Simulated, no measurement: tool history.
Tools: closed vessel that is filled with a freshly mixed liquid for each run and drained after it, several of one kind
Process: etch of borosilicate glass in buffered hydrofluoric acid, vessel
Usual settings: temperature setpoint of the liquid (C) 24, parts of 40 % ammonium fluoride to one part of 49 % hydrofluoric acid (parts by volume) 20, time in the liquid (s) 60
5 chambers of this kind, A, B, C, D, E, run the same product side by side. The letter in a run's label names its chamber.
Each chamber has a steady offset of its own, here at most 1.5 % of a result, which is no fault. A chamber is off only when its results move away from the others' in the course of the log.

| run | hour | temperature setpoint of the liquid (C) | parts of 40 % ammonium fluoride to one part of 49 % hydrofluoric acid (parts by volume) | time in the liquid (s) | hours since the thermometer was replaced | hours since the hydrofluoric acid flow meter was replaced | read-back film thickness of the borosilicate glass reference wafer, read on the same gauge (nm) | thickness taken off the borosilicate glass on a monitor wafer (Å) |
|---|---|---|---|---|---|---|---|---|
| 1E | 9.4 | 24 | 20 | 60 | 173.6 | 332.7 | 109.98 | 383.83 |
| 2A | 25.2 | 24 | 20 | 60 | 285.4 | 465.3 | 109.97 | 382.02 |
| 3C | 36.1 | 24 | 20 | 60 | 1300.1 | 597.5 | 110 | 382.76 |
| 4D | 52.4 | 24 | 20 | 60 | 363.9 | 306.8 | 110.02 | 383.74 |
| 5B | 68.2 | 24 | 20 | 60 | 802 | 196.7 | 109.98 | 378.03 |
| 6A | 84.5 | 24 | 20 | 60 | 344.7 | 524.6 | 109.98 | 379.08 |
| 7E | 99.7 | 24 | 20 | 60 | 263.9 | 423 | 109.99 | 376.63 |
| 8C | 112.5 | 24 | 20 | 60 | 1376.5 | 673.9 | 109.99 | 384.31 |
|  | 115.8 | chamber E: hydrofluoric acid flow meter replaced |
| 9D | 125.1 | 24 | 20 | 30 | 436.6 | 379.5 | 110.02 | 190.81 |
| 10B | 137.4 | 24 | 20 | 30 | 871.2 | 265.9 | 109.98 | 193.98 |
| 11B | 148.8 | 24 | 20 | 30 | 882.6 | 277.3 | 109.98 | 195.47 |
| 12A | 161.9 | 24 | 20 | 30 | 422.1 | 602 | 110.01 | 191.91 |
| 13D | 170.5 | 24 | 20 | 30 | 482 | 424.9 | 110 | 187.91 |
| 14E | 179.9 | 24 | 20 | 60 | 344.1 | 64.1 | 110 | 376.81 |
| 15C | 194.8 | 24 | 20 | 60 | 1458.8 | 756.2 | 110.01 | 378.12 |
|  | 197 | chamber C: thermometer replaced |
|  | 208.1 | chamber A: thermometer replaced |
| 16D | 209 | 24 | 20 | 60 | 520.5 | 463.4 | 109.98 | 379.75 |
| 17B | 222.9 | 24 | 20 | 60 | 956.7 | 351.4 | 110.01 | 394.68 |
| 18A | 235 | 24 | 20 | 60 | 27 | 675.1 | 109.99 | 386.2 |
| 19C | 250 | 24 | 20 | 60 | 53.1 | 811.4 | 110.04 | 382.06 |
| 20E | 261.2 | 24 | 24 | 90 | 425.4 | 145.4 | 110 | 506.16 |
| 21B | 277.5 | 24 | 24 | 90 | 1011.3 | 406 | 109.97 | 528.9 |
| 22D | 284.7 | 24 | 24 | 90 | 596.2 | 539.1 | 110.02 | 500.99 |
| 23E | 297.3 | 24 | 24 | 90 | 461.5 | 181.5 | 110 | 502.43 |
| 24A | 313.8 | 24 | 24 | 90 | 105.8 | 753.9 | 109.98 | 508.19 |
| 25C | 326.4 | 24 | 20 | 60 | 129.5 | 887.8 | 110.03 | 385.85 |
| 26B | 336.1 | 20.5 | 20 | 85 | 1069.9 | 464.6 | 110.01 | 475.32 |
| 27C | 344.4 | 20.5 | 20 | 85 | 147.5 | 905.8 | 110 | 444.95 |
| 28A | 354.4 | 20.5 | 20 | 85 | 146.4 | 794.5 | 109.98 | 449.74 |
| 29D | 362.3 | 20.5 | 20 | 85 | 673.8 | 616.7 | 109.98 | 444.68 |
| 30E | 376.9 | 20.5 | 20 | 85 | 541.1 | 261.1 | 109.99 | 448.04 |
| 31E | 392.4 | 24 | 20 | 60 | 556.6 | 276.6 | 110.01 | 374.65 |
| 32C | 400.2 | 24 | 20 | 60 | 203.3 | 961.6 | 109.94 | 385.7 |
| 33B | 411.1 | 24 | 20 | 60 | 1144.9 | 539.6 | 109.98 | 416.73 |
| 34D | 426.1 | 24 | 20 | 60 | 737.6 | 680.5 | 110.02 | 388.86 |
| 35A | 435.1 | 24 | 20 | 60 | 227.1 | 875.2 | 110 | 383.59 |
| 36E | 451.5 | 24 | 20 | 60 | 615.7 | 335.7 | 109.99 | 383.62 |
| 37D | 463.3 | 24 | 20 | 60 | 774.8 | 717.7 | 110.01 | 373.39 |
| 38B | 471.1 | 24 | 20 | 45 | 1204.9 | 599.6 | 110.04 | 314.09 |
| 39A | 481.3 | 24 | 20 | 45 | 273.3 | 921.4 | 109.97 | 291.89 |
| 40C | 497.6 | 24 | 20 | 45 | 300.7 | 1059 | 109.97 | 285.57 |
| 41A | 512.1 | 24 | 20 | 45 | 304.1 | 952.2 | 110 | 290.48 |
| 42C | 526 | 24 | 20 | 45 | 329.1 | 1087.4 | 109.98 | 285.99 |
| 43E | 535.1 | 24 | 20 | 60 | 699.3 | 419.3 | 110.02 | 387.2 |

All 5 chambers run these settings next. Forecast each chamber's results:
| 44A | 547 | 24 | 20 | 60 |  |  |  | ? |
| 44B | 547 | 24 | 20 | 60 |  |  |  | ? |
| 44C | 547 | 24 | 20 | 60 |  |  |  | ? |
| 44D | 547 | 24 | 20 | 60 |  |  |  | ? |
| 44E | 547 | 24 | 20 | 60 |  |  |  | ? |

| run | thickness taken off the borosilicate glass on a monitor wafer (Å) |
|---|---|
| 44A | 389.96 |
| 44B | 426.83 |
| 44C | 378.01 |
| 44D | 373.46 |
| 44E | 379.18 |
